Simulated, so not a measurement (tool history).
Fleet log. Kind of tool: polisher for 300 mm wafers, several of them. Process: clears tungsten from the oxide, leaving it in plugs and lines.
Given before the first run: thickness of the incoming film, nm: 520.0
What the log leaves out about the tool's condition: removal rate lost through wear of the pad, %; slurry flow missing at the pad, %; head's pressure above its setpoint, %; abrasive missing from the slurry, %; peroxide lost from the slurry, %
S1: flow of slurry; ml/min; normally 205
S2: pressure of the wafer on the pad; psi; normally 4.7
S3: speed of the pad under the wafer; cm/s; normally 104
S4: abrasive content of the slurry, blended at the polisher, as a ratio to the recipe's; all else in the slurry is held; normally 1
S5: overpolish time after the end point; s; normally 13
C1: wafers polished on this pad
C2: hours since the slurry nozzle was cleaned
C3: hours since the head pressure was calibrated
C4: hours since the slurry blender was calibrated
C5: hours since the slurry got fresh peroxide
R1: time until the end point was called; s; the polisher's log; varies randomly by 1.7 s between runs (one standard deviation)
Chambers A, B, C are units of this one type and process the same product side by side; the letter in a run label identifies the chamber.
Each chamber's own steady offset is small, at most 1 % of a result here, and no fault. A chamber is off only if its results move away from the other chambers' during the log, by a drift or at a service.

run   hour   S1   S2   S3   S4  S5    C1     C2     C3     C4     C5      R1
 1B    6.9  205  4.7  104    1  13   602  115.4  152.2   93.8    6.9  89.736
       7.7  -- chamber C: slurry blender recalibrated
 2C   14.8  205  4.7  104    1  13   479  403.9    357    7.2   49.6  90.644
 3A   22.4  205  4.7  104    1  13   524  464.7  680.5  142.7   58.2  89.691
 4A     31  205  4.7  104    1  13   613  473.3  689.1  151.3   66.8  91.596
 5C   37.4  245  4.7  104    1  13   712  426.5  379.6   29.8   72.2  90.716
      37.5  -- chamber B: worn pad replaced by a new one
 6B   45.7  245  4.7  104    1  13    85  154.2    191  132.6   45.7  88.711
      46.2  -- chamber C: head pressure recalibrated
 7B   51.5  245  4.7  104    1  13   144    160  196.8  138.4   51.5  85.953
 8A   60.6  205  4.7  104    1  13   917  502.9  718.7  180.9   96.4  88.607
 9C     65  205  4.7  104    1  13   996  454.1   18.9   57.4   99.8  88.457
10B   71.9  205  4.7  104    1  13   354  180.4  217.2  158.8   71.9  88.646
11C   80.4  205  4.7  104    1  13  1155  469.5   34.3   72.8  115.2  89.922
      80.6  -- chamber A: slurry tank refilled with fresh slurry and peroxide
        82  -- chamber C: worn pad replaced by a new one
      82.8  -- chamber C: slurry tank refilled with fresh slurry and peroxide
      89.7  -- chamber A: slurry blender recalibrated
12A   90.4  205  4.7  104    1  13  1224  532.7  748.5    0.7    9.9   90.98
13A   96.3  205  4.7  104    1  13  1285  538.6  754.4    6.6   15.8  90.599
       103  -- chamber A: worn pad replaced by a new one
14C  104.5  205  4.7  138  0.8  13   232  493.6   58.4   96.9   21.8  72.818
15B    109  205  4.7  138  0.8  13   736  217.5  254.3  195.9    109  72.445
     113.5  -- chamber A: head pressure recalibrated
     116.8  -- chamber B: worn pad replaced by a new one
16B    118  205  4.7  138  0.8  13    12  226.5  263.3  204.9    118  68.708
17A  127.2  205  4.7  104    1  13   249  569.5   13.7   37.5   46.7  90.661
18C  133.5  205  4.7  104    1  13   530  522.6   87.4  125.9   50.8  90.821
19A  140.8  140  4.7  104    1  13   389  583.1   27.3   51.1   60.3  97.674
20B  149.6  140  4.7  104    1  13   338  258.1  294.9  236.5  149.6  92.739
21C  155.5  140  4.7  104    1  13   757  544.6  109.4  147.9   72.8  93.802
22C  165.2  205  4.7  104    1  13   857  554.3  119.1  157.6   82.5  92.411
23B  170.8  205  4.7  104    1  13   556  279.3  316.1  257.7  170.8  89.664
24A  179.4  205  4.7  104    1  13   787  621.7   65.9   89.7   98.9  89.859
     182.1  -- chamber C: slurry tank refilled with fresh slurry and peroxide
25A  186.2  205  4.7  104    1  13   857  628.5   72.7   96.5  105.7   88.45
     193.9  -- chamber C: worn pad replaced by a new one
     194.2  -- chamber B: slurry nozzle cleaned
26B  195.2  205  4.7  104    1  13   807      1  340.5  282.1  195.2  88.504
     195.8  -- chamber B: slurry tank refilled with fresh slurry and peroxide
27C  200.8  205  4.7  104    1  13    71  589.9  154.7  193.2   18.7  87.559
     202.1  -- chamber A: slurry tank refilled with fresh slurry and peroxide
     206.4  -- chamber B: worn pad replaced by a new one
28C  207.6  205  4.7  104    1  13   141  596.7  161.5    200   25.5  91.336
29A  215.3  205  4.7  104    1  13  1156  657.6  101.8  125.6   13.3  92.095
30B  223.5  205  4.7  104    1  13   176   29.3  368.8  310.4   27.8  89.722
31A  232.9  205  4.7  104  1.2  13  1337  675.2  119.4  143.2   30.9  86.408
32B  239.2  205  4.7  104  1.2  13   337     45  384.5  326.1   43.5  83.218
33C    246  205  4.7  104  1.2  13   536  635.1  199.9  238.4   63.9  89.156

What goes on in this fleet: one chamber off, a drifting gauge, or nothing beyond the chambers' own small offsets? Name the chamber and the cause, if any.

Nothing is wrong: each chamber keeps only its own small, steady offset and the gauge holds still.
